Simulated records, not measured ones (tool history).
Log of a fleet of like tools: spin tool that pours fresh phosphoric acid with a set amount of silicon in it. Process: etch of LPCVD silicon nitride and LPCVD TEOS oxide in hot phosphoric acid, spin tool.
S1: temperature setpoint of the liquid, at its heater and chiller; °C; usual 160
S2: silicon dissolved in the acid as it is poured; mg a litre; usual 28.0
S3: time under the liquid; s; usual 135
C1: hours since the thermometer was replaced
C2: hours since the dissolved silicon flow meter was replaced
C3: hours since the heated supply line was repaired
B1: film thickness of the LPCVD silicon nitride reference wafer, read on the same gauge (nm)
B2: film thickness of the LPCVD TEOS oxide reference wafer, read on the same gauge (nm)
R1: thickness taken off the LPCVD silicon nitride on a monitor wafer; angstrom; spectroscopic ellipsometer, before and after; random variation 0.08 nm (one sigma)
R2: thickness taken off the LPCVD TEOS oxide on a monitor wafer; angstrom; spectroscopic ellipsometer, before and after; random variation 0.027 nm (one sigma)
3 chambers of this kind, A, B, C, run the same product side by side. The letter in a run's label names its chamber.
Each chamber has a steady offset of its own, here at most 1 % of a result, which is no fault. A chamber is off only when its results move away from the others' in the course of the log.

run,hour,S1,S2,S3,C1,C2,C3,B1,B2,R1,R2
1B,5.7,160,28.0,135,1260.9,603.9,740.8,139.99,59.997,101.500,2.3708
2A,16.2,160,28.0,135,263.5,942.5,1987.2,139.97,59.998,101.010,2.0394
3C,21.7,160,28.0,135,21.9,465.0,3487.3,139.99,60.016,102.140,2.4700
4A,28.6,160,28.0,135,275.9,954.9,1999.6,139.98,60.025,100.920,2.6221
5B,33.8,160,38.5,135,1289.0,632.0,768.9,140.00,60.003,99.800,1.6339
6C,43.3,160,38.5,135,43.5,486.6,3508.9,140.00,59.983,101.740,1.3320
7B,54.2,160,38.5,135,1309.4,652.4,789.3,140.00,59.993,102.090,1.2932
8A,65.3,160,28.0,135,312.6,991.6,2036.3,140.01,60.019,102.950,2.6768
9C,71.2,160,28.0,135,71.4,514.5,3536.8,140.03,59.998,101.250,2.2224
10C,81.9,160,28.0,135,82.1,525.2,3547.5,139.97,60.019,100.330,1.9279
11A,90.2,160,28.0,135,337.5,1016.5,2061.2,140.02,59.993,102.070,2.3552
12B,97.1,160,28.0,135,1352.3,695.3,832.2,140.01,60.011,100.790,2.4537
13C,103.1,160,28.0,135,103.3,546.4,3568.7,140.00,60.035,102.000,1.8529
14B,110.1,160,28.0,135,1365.3,708.3,845.2,139.99,60.017,100.670,2.4274
15A,115.1,160,28.0,135,362.4,1041.4,2086.1,139.99,60.028,102.500,2.5486
# hour 120.8: chamber B: dissolved silicon flow meter replaced
16B,123.5,160,28.0,135,1378.7,2.7,858.6,140.00,59.970,101.450,2.1720
17A,134.8,160,28.0,135,382.1,1061.1,2105.8,139.99,59.966,101.680,1.6157
18C,143.3,158,28.0,80,143.5,586.6,3608.9,140.02,60.001,56.851,1.2126
19B,150.0,158,28.0,80,1405.2,29.2,885.1,140.01,59.986,55.701,1.3035
20A,160.6,158,28.0,80,407.9,1086.9,2131.6,140.00,59.986,55.882,1.2920
21C,170.2,160,28.0,135,170.4,613.5,3635.8,140.00,60.001,100.700,2.6137
22B,179.2,160,28.0,135,1434.4,58.4,914.3,140.01,59.984,101.130,2.3388
23C,185.6,160,28.0,135,185.8,628.9,3651.2,139.98,60.001,102.000,2.0699
24A,196.4,158,28.0,90,443.7,1122.7,2167.4,140.02,59.988,62.994,1.3035
25B,201.7,158,28.0,90,1456.9,80.9,936.8,139.99,60.007,63.677,1.3686
26C,212.3,158,28.0,90,212.5,655.6,3677.9,140.00,60.012,62.860,1.3063
27A,220.3,160,28.0,135,467.6,1146.6,2191.3,140.02,59.992,102.200,2.7895
28A,229.3,160,28.0,135,476.6,1155.6,2200.3,139.98,59.976,102.060,2.1980
29C,238.4,160,28.0,135,238.6,681.7,3704.0,140.01,60.004,101.660,1.9233
30B,247.1,160,28.0,135,1502.3,126.3,982.2,139.99,60.011,100.600,2.7259
31B,255.7,160,28.0,135,1510.9,134.9,990.8,139.98,60.030,101.700,2.5040
32C,263.2,160,28.0,210,263.4,706.5,3728.8,139.97,60.010,158.510,3.5343
33A,269.8,160,28.0,210,517.1,1196.1,2240.8,140.01,59.978,157.790,3.6305
# hour 272.1: chamber A: heated supply line repaired
34C,279.4,160,28.0,210,279.6,722.7,3745.0,139.99,60.039,159.470,3.8956
35A,286.5,160,28.0,135,533.8,1212.8,14.5,140.01,60.049,100.760,2.7010
36B,293.0,160,18.5,60,1548.2,172.2,1028.1,139.99,60.015,44.759,1.4553
37A,304.3,160,18.5,60,551.6,1230.6,32.3,140.02,59.997,44.856,1.8209
38C,309.9,160,18.5,60,310.1,753.2,3775.5,140.01,60.005,45.260,1.2578
39B,317.8,160,28.0,135,1573.0,197.0,1052.9,139.99,60.008,100.420,2.1445
40A,324.7,160,28.0,135,572.0,1251.0,52.7,140.03,60.008,101.100,1.7379
41C,332.0,160,28.0,135,332.2,775.3,3797.6,140.01,60.000,100.330,2.5183

All 3 chambers run these settings next. Forecast each chamber's results:
42A,340.2,160,28.0,135,,,,,,?,?
42B,340.2,160,28.0,135,,,,,,?,?
42C,340.2,160,28.0,135,,,,,,?,?

run,R1,R2
42A,100.550,2.7771
42B,100.480,2.6873
42C,102.030,2.5234
